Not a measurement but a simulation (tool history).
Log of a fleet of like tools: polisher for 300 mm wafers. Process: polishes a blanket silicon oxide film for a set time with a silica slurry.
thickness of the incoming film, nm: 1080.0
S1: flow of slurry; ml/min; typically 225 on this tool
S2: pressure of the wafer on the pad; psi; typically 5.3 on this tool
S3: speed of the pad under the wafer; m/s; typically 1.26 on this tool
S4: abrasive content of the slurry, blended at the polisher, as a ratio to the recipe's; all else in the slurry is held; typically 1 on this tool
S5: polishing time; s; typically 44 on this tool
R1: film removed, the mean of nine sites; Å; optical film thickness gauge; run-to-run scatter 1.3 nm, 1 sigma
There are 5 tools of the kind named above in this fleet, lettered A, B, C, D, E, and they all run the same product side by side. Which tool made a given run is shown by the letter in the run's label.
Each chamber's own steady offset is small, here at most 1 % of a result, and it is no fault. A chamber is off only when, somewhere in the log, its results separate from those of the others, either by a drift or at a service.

run,hour,S1,S2,S3,S4,S5,R1
1D,2.1,225,5.3,1.26,1,44,1822
# hour 3.5: chamber A: slurry blender recalibrated
2C,5.2,225,5.3,1.26,1,44,1848.6
3A,9.2,225,5.3,1.26,1,44,1835.3
# hour 9.7: chamber D: slurry blender recalibrated
4E,12.1,225,5.3,1.26,1,44,1834.3
5B,15.4,225,5.3,1.48,1,44,2089.4
# hour 16.6: chamber C: worn pad replaced by a new one
6A,18.1,225,5.3,1.48,1,44,2111
7D,20.7,225,5.3,1.48,1,44,2082.5
8C,23.8,225,5.3,1.48,1,44,2066.3
9E,27.4,225,5.3,1.48,1,44,2104.8
10B,30.7,225,5.3,1.26,1,44,1824.4
# hour 32.1: chamber A: conditioning disc replaced and pad reconditioned
11D,34.5,225,5.3,1.26,1,44,1830.4
12E,37.7,225,5.3,1.26,1,44,1835.9
# hour 39.2: chamber E: worn pad replaced by a new one
13A,40.2,225,5.3,1.26,1,44,1817.2
14C,44.4,225,5.3,1.26,1,44,1829.6
15B,47.4,225,5.3,1.26,1,44,1853.5
16D,51.9,225,5.3,1.26,1,44,1832.1
# hour 55.7: chamber B: conditioning disc replaced and pad reconditioned
17B,56.2,225,5.3,1.26,1,44,1850.7
18A,58.5,225,5.3,1.26,1,44,1777.8
# hour 58.9: chamber D: conditioning disc replaced and pad reconditioned
19E,62.5,225,5.3,1.26,1,44,1842.7
20C,66.4,225,5.3,1.26,1,44,1810.2
21B,68.7,225,5.3,1.26,1,44,1866.4
22D,72.7,225,5.3,1.26,1,44,1819.6
# hour 73: chamber E: slurry blender recalibrated
23A,75.2,225,5.3,1.26,1,44,1749.3
24C,77.7,225,5.3,1.26,1,44,1837
# hour 78.2: chamber C: slurry blender recalibrated
25E,82.3,225,5.3,1.26,1,44,1832.3
# hour 84.5: chamber B: worn pad replaced by a new one
26C,86.4,225,5.3,1.26,1,44,1818.1
27B,89.6,225,5.3,1.26,1,44,1845.3
28D,91.7,225,5.3,1.26,1,44,1816.5
29A,94.3,225,5.3,1.26,1,44,1691.1
30E,96.4,225,5.3,1.26,1,44,1846.7
31C,99.1,225,5.3,1.26,1,44,1828.2
# hour 99.7: chamber E: worn pad replaced by a new one
32E,102.7,225,5.3,1.26,1,44,1822.4
33B,105.7,225,5.3,1.26,1,44,1845.9
34A,108.1,225,5.3,1.26,1,44,1677.7

Decide between three cases: one chamber stands off from its peers, the gauge reading all wafers drifts, or nothing is wrong past each chamber's small offset. Where a chamber is off, say which and what most likely put it there.

One chamber, A, drifts off from the rest bit by bit.
What lies behind it: removal rate lost through wear of the pad, % = 8.87.
The log might look much the same if the cause were instead: slurry flow missing at the pad, %; head's pressure below its setpoint, %; abrasive missing from the slurry, %.

Which of the 4 candidates below, each the usual settings with something changed and its results left as question marks, puts chamber A back in line with what the other chambers give on the usual settings?
Maximum distance from the other chambers' mean on the usual settings for a result to count as in line: R1 46 Å
35A-1,111.5,225,5.1,1.22,1,43,?
35A-2,111.5,225,5.2,1.24,1,44,?
35A-3,111.5,225,5.5,1.26,1,44,?
35A-4,111.5,225,5.6,1.26,1,46,?

Average result of the remaining chambers running the usual settings: R1 1835.3 Å
run,R1
35A-1,1530.5
35A-2,1617.4
35A-3,1732.6
35A-4,1844.3
35A-4 brings the chamber back in line.
